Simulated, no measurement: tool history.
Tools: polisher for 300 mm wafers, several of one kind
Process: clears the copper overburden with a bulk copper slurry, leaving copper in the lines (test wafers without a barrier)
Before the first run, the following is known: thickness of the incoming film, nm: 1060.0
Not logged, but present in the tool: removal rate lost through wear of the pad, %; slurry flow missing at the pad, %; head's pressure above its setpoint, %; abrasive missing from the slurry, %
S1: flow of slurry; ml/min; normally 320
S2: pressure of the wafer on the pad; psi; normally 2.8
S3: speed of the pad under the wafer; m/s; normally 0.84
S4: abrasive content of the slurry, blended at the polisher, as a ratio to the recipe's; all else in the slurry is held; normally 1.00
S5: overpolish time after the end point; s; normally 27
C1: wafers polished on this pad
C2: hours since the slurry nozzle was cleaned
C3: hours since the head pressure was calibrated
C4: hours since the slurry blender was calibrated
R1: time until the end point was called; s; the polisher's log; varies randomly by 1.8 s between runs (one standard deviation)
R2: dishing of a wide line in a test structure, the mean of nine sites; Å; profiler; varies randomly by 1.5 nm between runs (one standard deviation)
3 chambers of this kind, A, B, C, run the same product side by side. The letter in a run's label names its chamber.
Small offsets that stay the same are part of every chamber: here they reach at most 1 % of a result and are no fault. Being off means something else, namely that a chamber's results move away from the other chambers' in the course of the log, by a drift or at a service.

Run 1B, hour 4.5: usual settings; C1 118; C2 118.2; C3 71.5; C4 118.9. Result: R1 133.32 s, R2 695.07 Å.
Run 2C, hour 11.0: usual settings; C1 1158; C2 580.3; C3 586.5; C4 119.4. Result: R1 130.81 s, R2 680.75 Å.
Run 3A, hour 15.8: usual settings; C1 148; C2 173.6; C3 301.4; C4 80.4. Result: R1 128.21 s, R2 683.38 Å.
Run 4C, hour 22.7: usual settings; C1 1219; C2 592.0; C3 598.2; C4 131.1. Result: R1 134.29 s, R2 699.06 Å.
Run 5B, hour 27.0: usual settings; C1 236; C2 140.7; C3 94.0; C4 141.4. Result: R1 131.26 s, R2 713.79 Å.
Run 6A, hour 30.6: usual settings; C1 226; C2 188.4; C3 316.2; C4 95.2. Result: R1 133.43 s, R2 680.69 Å.
At hour 31.5: chamber C: worn pad replaced by a new one.
At hour 34.3: chamber C: slurry nozzle cleaned.
Run 7A, hour 36.9: usual settings but S2 2.3 psi, S4 0.85; C1 259; C2 194.7; C3 322.5; C4 101.5. Result: R1 162.86 s, R2 633.18 Å.
At hour 41.9: chamber A: slurry blender recalibrated.
Run 8C, hour 43.4: usual settings but S2 2.3 psi, S4 0.85; C1 62; C2 9.1; C3 618.9; C4 151.8. Result: R1 168.40 s, R2 634.68 Å.
Run 9B, hour 47.2: usual settings but S2 2.3 psi, S4 0.85; C1 342; C2 160.9; C3 114.2; C4 161.6. Result: R1 167.50 s, R2 630.25 Å.
Run 10B, hour 52.9: usual settings; C1 372; C2 166.6; C3 119.9; C4 167.3. Result: R1 133.42 s, R2 678.37 Å.
Run 11A, hour 56.9: usual settings; C1 364; C2 214.7; C3 342.5; C4 15.1. Result: R1 128.03 s, R2 689.10 Å.
Run 12C, hour 62.9: usual settings but S1 405 ml/min; C1 164; C2 28.6; C3 638.4; C4 171.3. Result: R1 129.81 s, R2 698.60 Å.
Run 13A, hour 70.6: usual settings but S1 405 ml/min; C1 436; C2 228.4; C3 356.2; C4 28.8. Result: R1 126.06 s, R2 697.02 Å.
Run 14B, hour 76.0: usual settings but S1 405 ml/min; C1 493; C2 189.7; C3 143.0; C4 190.4. Result: R1 132.40 s, R2 682.28 Å.
Run 15C, hour 79.8: usual settings; C1 253; C2 45.5; C3 655.3; C4 188.2. Result: R1 134.84 s, R2 696.40 Å.
Run 16C, hour 83.5: usual settings but S5 21 s; C1 272; C2 49.2; C3 659.0; C4 191.9. Result: R1 131.73 s, R2 638.87 Å.
Run 17B, hour 89.2: usual settings but S5 21 s; C1 562; C2 202.9; C3 156.2; C4 203.6. Result: R1 133.37 s, R2 672.84 Å.
At hour 91.5: chamber B: worn pad replaced by a new one.
Run 18A, hour 95.3: usual settings but S5 21 s; C1 565; C2 253.1; C3 380.9; C4 53.5. Result: R1 131.42 s, R2 640.71 Å.
Run 19B, hour 99.2: usual settings; C1 40; C2 212.9; C3 166.2; C4 213.6. Result: R1 131.78 s, R2 700.63 Å.
Run 20A, hour 105.0: usual settings; C1 616; C2 262.8; C3 390.6; C4 63.2. Result: R1 129.95 s, R2 732.64 Å.
Run 21C, hour 109.7: usual settings; C1 410; C2 75.4; C3 685.2; C4 218.1. Result: R1 133.05 s, R2 713.04 Å.
Run 22C, hour 115.6: usual settings; C1 441; C2 81.3; C3 691.1; C4 224.0. Result: R1 128.62 s, R2 685.27 Å.
Run 23B, hour 122.6: usual settings; C1 163; C2 236.3; C3 189.6; C4 237.0. Result: R1 136.88 s, R2 708.05 Å.
Run 24A, hour 127.9: usual settings; C1 736; C2 285.7; C3 413.5; C4 86.1. Result: R1 131.25 s, R2 670.60 Å.
At hour 135.4: chamber C: slurry blender recalibrated.
Run 25B, hour 136.2: usual settings but S1 255 ml/min, S3 1.00 m/s; C1 234; C2 249.9; C3 203.2; C4 250.6. Result: R1 117.64 s, R2 711.93 Å.
Run 26A, hour 142.1: usual settings but S1 255 ml/min, S3 1.00 m/s; C1 811; C2 299.9; C3 427.7; C4 100.3. Result: R1 111.28 s, R2 691.32 Å.
Run 27C, hour 145.7: usual settings but S1 255 ml/min, S3 1.00 m/s; C1 599; C2 111.4; C3 721.2; C4 10.4. Result: R1 107.50 s, R2 715.07 Å.
Run 28C, hour 150.3: usual settings but S4 1.25, S5 32 s; C1 623; C2 116.0; C3 725.8; C4 15.0. Result: R1 120.51 s, R2 746.05 Å.
At hour 150.5: chamber B: slurry blender recalibrated.
Run 29A, hour 155.4: usual settings but S4 1.25, S5 32 s; C1 881; C2 313.2; C3 441.0; C4 113.6. Result: R1 123.53 s, R2 725.21 Å.
Run 30B, hour 159.0: usual settings but S4 1.25, S5 32 s; C1 354; C2 272.7; C3 226.0; C4 8.5. Result: R1 129.61 s, R2 734.65 Å.
Run 31C, hour 164.7: usual settings; C1 698; C2 130.4; C3 740.2; C4 29.4. Result: R1 126.58 s, R2 733.66 Å.
Run 32A, hour 169.2: usual settings; C1 953; C2 327.0; C3 454.8; C4 127.4. Result: R1 127.90 s, R2 703.77 Å.
At hour 170.0: chamber A: slurry nozzle cleaned.
At hour 174.2: chamber A: slurry blender recalibrated.
Run 33B, hour 175.1: usual settings; C1 438; C2 288.8; C3 242.1; C4 24.6. Result: R1 132.61 s, R2 698.09 Å.
At hour 175.5: chamber A: worn pad replaced by a new one.
Run 34A, hour 183.3: usual settings; C1 41; C2 13.4; C3 468.9; C4 9.1. Result: R1 129.81 s, R2 697.83 Å.
Run 35B, hour 191.4: usual settings; C1 524; C2 305.1; C3 258.4; C4 40.9. Result: R1 133.41 s, R2 689.16 Å.
Run 36C, hour 196.9: usual settings; C1 867; C2 162.6; C3 772.4; C4 61.6. Result: R1 123.12 s, R2 697.65 Å.
At hour 199.3: chamber B: worn pad replaced by a new one.
At hour 200.6: chamber B: slurry nozzle cleaned.
Run 37A, hour 205.0: usual settings; C1 155; C2 35.1; C3 490.6; C4 30.8. Result: R1 131.36 s, R2 706.46 Å.
Run 38B, hour 210.6: usual settings; C1 59; C2 10.0; C3 277.6; C4 60.1. Result: R1 132.23 s, R2 695.08 Å.
Run 39C, hour 215.4: usual settings; C1 964; C2 181.1; C3 790.9; C4 80.1. Result: R1 116.96 s, R2 699.09 Å.
Run 40C, hour 222.0: usual settings but S1 370 ml/min; C1 999; C2 187.7; C3 797.5; C4 86.7. Result: R1 114.74 s, R2 750.14 Å.
Run 41B, hour 225.8: usual settings but S1 370 ml/min; C1 139; C2 25.2; C3 292.8; C4 75.3. Result: R1 132.32 s, R2 718.19 Å.

Has any chamber moved away from the others, gradually or after a service, or does the common gauge drift, or do the chambers differ only by their own small steady offsets? State the chamber and the most likely cause if one applies.

One chamber, C, drifts off from the rest bit by bit.
What lies behind it: head's pressure above its setpoint, % = 12.6.

Below are 4 candidate recipes for chamber C's next run, each the usual settings with a change, their results shown as question marks. Which of them brings C's results back in line with what the other chambers give on the usual settings?
Allowed miss from the other chambers' usual-settings mean, per result, to count as in line: R1 6.300 s; R2 51.00 Å
Run 42C-1, hour 231.7: usual settings but S2 2.6 psi, S3 0.80 m/s, S5 25 s. Result: R1 ?, R2 ?.
Run 42C-2, hour 231.7: usual settings but S2 3.0 psi, S3 0.88 m/s, S5 29 s. Result: R1 ?, R2 ?.
Run 42C-3, hour 231.7: usual settings but S2 3.2 psi, S3 0.90 m/s, S5 33 s. Result: R1 ?, R2 ?.
Run 42C-4, hour 231.7: usual settings but S2 2.5 psi, S3 0.78 m/s, S5 24 s. Result: R1 ?, R2 ?.

Mean of the other chambers on the usual settings: R1 131.520 s; R2 698.38 Å
  run       R1      R2
42C-1  133.570  692.06
42C-2  105.190  777.90
42C-3   96.437  810.94
42C-4  142.490  664.31
Change 42C-1 lands the chamber within the allowed miss of the other chambers.
